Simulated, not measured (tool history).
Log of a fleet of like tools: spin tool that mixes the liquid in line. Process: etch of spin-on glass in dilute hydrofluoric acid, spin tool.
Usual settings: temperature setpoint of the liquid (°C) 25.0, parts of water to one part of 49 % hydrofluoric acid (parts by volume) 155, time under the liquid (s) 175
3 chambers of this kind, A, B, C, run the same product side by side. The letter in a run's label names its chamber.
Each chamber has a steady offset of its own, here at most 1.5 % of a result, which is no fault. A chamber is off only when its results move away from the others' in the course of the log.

run,day,temperature setpoint of the liquid (°C),parts of water to one part of 49 % hydrofluoric acid (parts by volume),time under the liquid (s),"read-back film thickness of the spin-on glass reference wafer, read on the same gauge (nm)",thickness taken off the spin-on glass on a monitor wafer (nm)
1B,0.225,25.0,155,175,39.992,58.118
2A,0.467,25.0,155,175,39.963,59.163
3C,0.642,25.0,155,175,40.024,58.377
4B,0.988,25.0,155,175,40.009,58.032
5A,1.300,25.0,155,175,40.010,58.950
6C,1.471,25.0,155,175,40.022,58.547
7B,1.783,25.0,180,135,39.977,37.431
8C,2.171,25.0,180,135,39.999,37.695
9A,2.462,25.0,180,135,40.024,38.196
10C,2.658,25.0,155,175,40.000,58.358
11B,2.850,25.0,200,175,40.008,42.182
12A,3.212,25.0,200,175,40.035,44.008
13C,3.408,25.0,200,175,40.029,43.297
14A,3.708,25.0,155,175,39.983,59.164
15B,4.067,25.0,210,115,39.968,25.726
16A,4.383,25.0,210,115,40.022,27.167
17C,4.554,25.0,210,115,39.980,26.706
18B,4.721,25.0,155,175,40.048,55.844
19C,5.004,25.0,155,175,39.987,58.468
20A,5.367,25.0,155,175,40.009,58.529

All 3 chambers run these settings next. Forecast each chamber's results:
21A,5.642,27.5,155,175,,?
21B,5.642,27.5,155,175,,?
21C,5.642,27.5,155,175,,?

run,thickness taken off the spin-on glass on a monitor wafer (nm)
21A,64.681
21B,61.423
21C,64.905
